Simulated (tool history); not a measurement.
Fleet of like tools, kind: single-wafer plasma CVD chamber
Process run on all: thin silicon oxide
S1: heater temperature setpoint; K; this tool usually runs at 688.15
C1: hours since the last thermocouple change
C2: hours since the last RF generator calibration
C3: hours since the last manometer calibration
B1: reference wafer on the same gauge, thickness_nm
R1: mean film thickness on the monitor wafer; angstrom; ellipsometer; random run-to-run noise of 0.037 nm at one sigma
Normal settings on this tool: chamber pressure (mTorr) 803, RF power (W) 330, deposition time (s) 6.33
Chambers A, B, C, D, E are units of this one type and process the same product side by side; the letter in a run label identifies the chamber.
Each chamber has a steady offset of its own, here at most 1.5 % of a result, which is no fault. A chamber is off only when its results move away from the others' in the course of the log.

Run 1D, hour 11.1: usual settings; C1 1176.9; C2 265.1; C3 1145.2; B1 10.11. Result: R1 121.68 angstrom.
Run 2E, hour 21.5: usual settings; C1 253.8; C2 1809.5; C3 707.3; B1 10.092. Result: R1 118.68 angstrom.
At hour 21.6: chamber E: RF generator calibrated.
Run 3A, hour 33: usual settings; C1 93.9; C2 643.9; C3 358.6; B1 10.092. Result: R1 119.83 angstrom.
Run 4C, hour 45.7: usual settings; C1 1676; C2 1006.5; C3 195.3; B1 10.105. Result: R1 119.92 angstrom.
Run 5B, hour 54.1: usual settings; C1 1445.8; C2 1016.6; C3 428.7; B1 10.091. Result: R1 121.07 angstrom.
Run 6C, hour 62.2: usual settings but S1 700.15 K, deposition time (s) 5.58; C1 1692.5; C2 1023; C3 211.8; B1 10.104. Result: R1 105.21 angstrom.
Run 7E, hour 70.2: usual settings but S1 700.15 K, deposition time (s) 5.58; C1 302.5; C2 48.7; C3 756; B1 10.096. Result: R1 104.14 angstrom.
Run 8A, hour 80.8: usual settings but S1 700.15 K, deposition time (s) 5.58; C1 141.7; C2 691.7; C3 406.4; B1 10.098. Result: R1 104.69 angstrom.
Run 9B, hour 91.6: usual settings but S1 700.15 K, deposition time (s) 5.58; C1 1483.3; C2 1054.1; C3 466.2; B1 10.101. Result: R1 105.4 angstrom.
Run 10D, hour 103.6: usual settings but S1 700.15 K, deposition time (s) 5.58; C1 1269.4; C2 357.6; C3 1237.7; B1 10.107. Result: R1 106.09 angstrom.
Run 11D, hour 110.2: usual settings; C1 1276; C2 364.2; C3 1244.3; B1 10.102. Result: R1 120.81 angstrom.
Run 12C, hour 120.9: usual settings; C1 1751.2; C2 1081.7; C3 270.5; B1 10.093. Result: R1 120.81 angstrom.
Run 13B, hour 131.2: usual settings but S1 677.15 K, chamber pressure (mTorr) 612; C1 1522.9; C2 1093.7; C3 505.8; B1 10.096. Result: R1 91.721 angstrom.
Run 14E, hour 143.9: usual settings but S1 677.15 K, chamber pressure (mTorr) 612; C1 376.2; C2 122.4; C3 829.7; B1 10.101. Result: R1 89.61 angstrom.
Run 15A, hour 152.9: usual settings but S1 677.15 K, chamber pressure (mTorr) 612; C1 213.8; C2 763.8; C3 478.5; B1 10.106. Result: R1 90.75 angstrom.
Run 16A, hour 164.5: usual settings but S1 677.15 K, chamber pressure (mTorr) 612; C1 225.4; C2 775.4; C3 490.1; B1 10.102. Result: R1 90.896 angstrom.
Run 17C, hour 174.5: usual settings but S1 677.15 K, chamber pressure (mTorr) 612; C1 1804.8; C2 1135.3; C3 324.1; B1 10.099. Result: R1 90.511 angstrom.
Run 18E, hour 181.4: usual settings but S1 701.15 K, deposition time (s) 5.95; C1 413.7; C2 159.9; C3 867.2; B1 10.098. Result: R1 109.26 angstrom.
Run 19D, hour 188: usual settings but S1 701.15 K, deposition time (s) 5.95; C1 1353.8; C2 442; C3 1322.1; B1 10.096. Result: R1 112.92 angstrom.
Run 20B, hour 198.6: usual settings but S1 701.15 K, deposition time (s) 5.95; C1 1590.3; C2 1161.1; C3 573.2; B1 10.095. Result: R1 113.36 angstrom.
At hour 203.4: chamber C: thermocouple changed; heater temperature recalibrated.
Run 21C, hour 209.6: usual settings but S1 701.15 K, deposition time (s) 5.95; C1 6.2; C2 1170.4; C3 359.2; B1 10.102. Result: R1 112.72 angstrom.
Run 22D, hour 217.9: usual settings but S1 701.15 K, deposition time (s) 5.95; C1 1383.7; C2 471.9; C3 1352; B1 10.107. Result: R1 112.67 angstrom.
Run 23A, hour 226.1: usual settings but chamber pressure (mTorr) 744, RF power (W) 300; C1 287; C2 837; C3 551.7; B1 10.101. Result: R1 107.06 angstrom.
Run 24E, hour 238.9: usual settings but chamber pressure (mTorr) 744, RF power (W) 300; C1 471.2; C2 217.4; C3 924.7; B1 10.104. Result: R1 103.79 angstrom.
Run 25B, hour 252.1: usual settings but chamber pressure (mTorr) 744, RF power (W) 300; C1 1643.8; C2 1214.6; C3 626.7; B1 10.111. Result: R1 107.87 angstrom.
Run 26B, hour 259.4: usual settings but chamber pressure (mTorr) 744, RF power (W) 300; C1 1651.1; C2 1221.9; C3 634; B1 10.096. Result: R1 108.17 angstrom.
Run 27D, hour 271.5: usual settings but chamber pressure (mTorr) 744, RF power (W) 300; C1 1437.3; C2 525.5; C3 1405.6; B1 10.098. Result: R1 108.62 angstrom.
At hour 279.5: chamber D: thermocouple changed; heater temperature recalibrated.
At hour 283.4: chamber A: RF generator calibrated.
Run 28A, hour 283.9: usual settings; C1 344.8; C2 0.5; C3 609.5; B1 10.106. Result: R1 119.26 angstrom.
Run 29E, hour 297.3: usual settings; C1 529.6; C2 275.8; C3 983.1; B1 10.099. Result: R1 115.12 angstrom.
Run 30C, hour 308.1: usual settings; C1 104.7; C2 1268.9; C3 457.7; B1 10.093. Result: R1 120.41 angstrom.
Run 31A, hour 315.3: usual settings; C1 376.2; C2 31.9; C3 640.9; B1 10.104. Result: R1 119.38 angstrom.
Run 32E, hour 326.7: usual settings; C1 559; C2 305.2; C3 1012.5; B1 10.101. Result: R1 115.9 angstrom.
Run 33D, hour 337.9: usual settings; C1 58.5; C2 591.9; C3 1472; B1 10.102. Result: R1 120.98 angstrom.

Has any chamber moved away from the others, gradually or after a service, or does the common gauge drift, or do the chambers differ only by their own small steady offsets? State the chamber and the most likely cause if one applies.

It is chamber E that slowly wanders off from its peers.
Cause: true pressure below the setpoint (%) = 3.3.
The log might look much the same if the cause were instead: delivered RF power below the setpoint (%).

Which of the 4 candidates below, each the usual settings with something changed and its results left as question marks, puts chamber E back in line with what the other chambers give on the usual settings?
Maximum distance from the other chambers' mean on the usual settings for a result to count as in line: R1 1.3 angstrom
Run 34E-1, hour 347.7: usual settings but chamber pressure (mTorr) 794, deposition time (s) 6.28. Result: R1 ?.
Run 34E-2, hour 347.7: usual settings but chamber pressure (mTorr) 827, deposition time (s) 6.46. Result: R1 ?.
Run 34E-3, hour 347.7: usual settings but chamber pressure (mTorr) 813, deposition time (s) 6.38. Result: R1 ?.
Run 34E-4, hour 347.7: usual settings but chamber pressure (mTorr) 780, deposition time (s) 6.21. Result: R1 ?.

Mean of the other chambers on the usual settings: R1 120.62 angstrom
  run      R1
34E-1  112.56
34E-2  120.33
34E-3  116.94
34E-4  109.45
With 34E-2, the chamber falls back in line with the rest.
